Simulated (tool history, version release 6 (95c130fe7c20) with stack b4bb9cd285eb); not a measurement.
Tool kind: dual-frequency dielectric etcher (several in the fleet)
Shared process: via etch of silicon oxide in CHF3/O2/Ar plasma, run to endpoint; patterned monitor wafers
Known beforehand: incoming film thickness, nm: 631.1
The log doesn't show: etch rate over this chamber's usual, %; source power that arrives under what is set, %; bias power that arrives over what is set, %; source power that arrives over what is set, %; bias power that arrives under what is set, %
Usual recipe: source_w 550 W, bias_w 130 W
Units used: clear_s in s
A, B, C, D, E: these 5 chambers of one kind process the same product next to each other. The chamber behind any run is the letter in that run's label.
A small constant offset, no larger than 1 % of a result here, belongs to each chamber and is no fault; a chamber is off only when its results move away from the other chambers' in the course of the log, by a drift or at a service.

| run | hour | source_w | bias_w | hours since the last wet clean | hours since the last source power generator calibration | hours since the last bias power generator calibration | clear_s |
|---|---|---|---|---|---|---|---|
| 1D | 5.6 | 550 | 130 | 394.5 | 256.5 | 1200.2 | 364.28 |
| 2E | 13.6 | 550 | 130 | 91.9 | 1476.1 | 2427.9 | 366.11 |
| 3C | 19.9 | 550 | 130 | 52.1 | 617.9 | 3753.3 | 369.27 |
| 4A | 27.0 | 550 | 130 | 54.7 | 3705.0 | 2516.6 | 374.42 |
| 5B | 39.6 | 620 | 130 | 264.0 | 150.6 | 846.2 | 350.52 |
| 6E | 50.3 | 620 | 130 | 128.6 | 1512.8 | 2464.6 | 349.73 |
| 7D | 56.5 | 620 | 130 | 445.4 | 307.4 | 1251.1 | 347.85 |
| 8B | 64.0 | 620 | 130 | 288.4 | 175.0 | 870.6 | 353.83 |
| 9A | 75.6 | 620 | 130 | 103.3 | 3753.6 | 2565.2 | 357.49 |
| 10C | 87.2 | 550 | 130 | 119.4 | 685.2 | 3820.6 | 371.60 |
| 11E | 96.6 | 550 | 130 | 174.9 | 1559.1 | 2510.9 | 367.05 |
| 12C | 108.4 | 550 | 130 | 140.6 | 706.4 | 3841.8 | 369.06 |
| 13B | 115.9 | 550 | 130 | 340.3 | 226.9 | 922.5 | 367.55 |
| 14A | 126.0 | 550 | 130 | 153.7 | 3804.0 | 2615.6 | 369.63 |
|  | 127.1 | chamber D: wet clean of the chamber |
|  | 133.9 | chamber E: bias power generator calibrated |
| 15D | 134.2 | 550 | 130 | 7.1 | 385.1 | 1328.8 | 366.82 |
| 16D | 141.8 | 550 | 130 | 14.7 | 392.7 | 1336.4 | 365.61 |
| 17A | 153.6 | 550 | 130 | 181.3 | 3831.6 | 2643.2 | 371.51 |
|  | 163.3 | chamber B: wet clean of the chamber |
| 18B | 164.5 | 680 | 120 | 1.3 | 275.5 | 971.1 | 348.42 |
| 19C | 171.6 | 680 | 120 | 203.8 | 769.6 | 3905.0 | 347.78 |
| 20E | 182.0 | 680 | 120 | 260.3 | 1644.5 | 48.1 | 346.85 |
| 21D | 192.7 | 680 | 120 | 65.6 | 443.6 | 1387.3 | 348.86 |
| 22A | 201.1 | 680 | 120 | 228.8 | 3879.1 | 2690.7 | 348.07 |
| 23C | 206.9 | 550 | 130 | 239.1 | 804.9 | 3940.3 | 368.76 |
| 24B | 212.6 | 550 | 130 | 49.4 | 323.6 | 1019.2 | 367.81 |
| 25E | 221.7 | 550 | 130 | 300.0 | 1684.2 | 87.8 | 371.29 |
| 26B | 230.3 | 550 | 130 | 67.1 | 341.3 | 1036.9 | 367.84 |
| 27E | 237.4 | 550 | 130 | 315.7 | 1699.9 | 103.5 | 363.45 |
|  | 239.7 | chamber A: bias power generator calibrated |
| 28C | 244.9 | 550 | 130 | 277.1 | 842.9 | 3978.3 | 369.24 |
| 29D | 251.1 | 550 | 130 | 124.0 | 502.0 | 1445.7 | 366.04 |
| 30A | 261.0 | 550 | 142 | 288.7 | 3939.0 | 21.4 | 361.36 |
| 31C | 272.1 | 550 | 142 | 304.3 | 870.1 | 4005.5 | 360.31 |
| 32D | 283.6 | 550 | 142 | 156.5 | 534.5 | 1478.2 | 357.47 |
| 33B | 295.6 | 550 | 142 | 132.4 | 406.6 | 1102.2 | 357.72 |
| 34E | 302.7 | 550 | 142 | 381.0 | 1765.2 | 168.8 | 357.68 |
| 35A | 312.9 | 550 | 130 | 340.6 | 3990.9 | 73.3 | 370.54 |
| 36A | 323.9 | 550 | 130 | 351.6 | 4001.9 | 84.3 | 372.23 |
| 37B | 336.7 | 550 | 130 | 173.5 | 447.7 | 1143.3 | 369.48 |
| 38E | 342.8 | 430 | 101 | 421.1 | 1805.3 | 208.9 | 441.16 |
| 39D | 349.3 | 430 | 101 | 222.2 | 600.2 | 1543.9 | 439.63 |
|  | 355.1 | chamber C: wet clean of the chamber |
| 40C | 361.7 | 430 | 101 | 6.7 | 959.7 | 4095.1 | 437.38 |
| 41B | 369.8 | 430 | 101 | 206.6 | 480.8 | 1176.4 | 435.86 |

Has any chamber moved away from the others, gradually or after a service, or does the common gauge drift, or do the chambers differ only by their own small steady offsets? State the chamber and the most likely cause if one applies.

All chambers stay in line apart from their small fixed offsets, and the gauge does not drift.
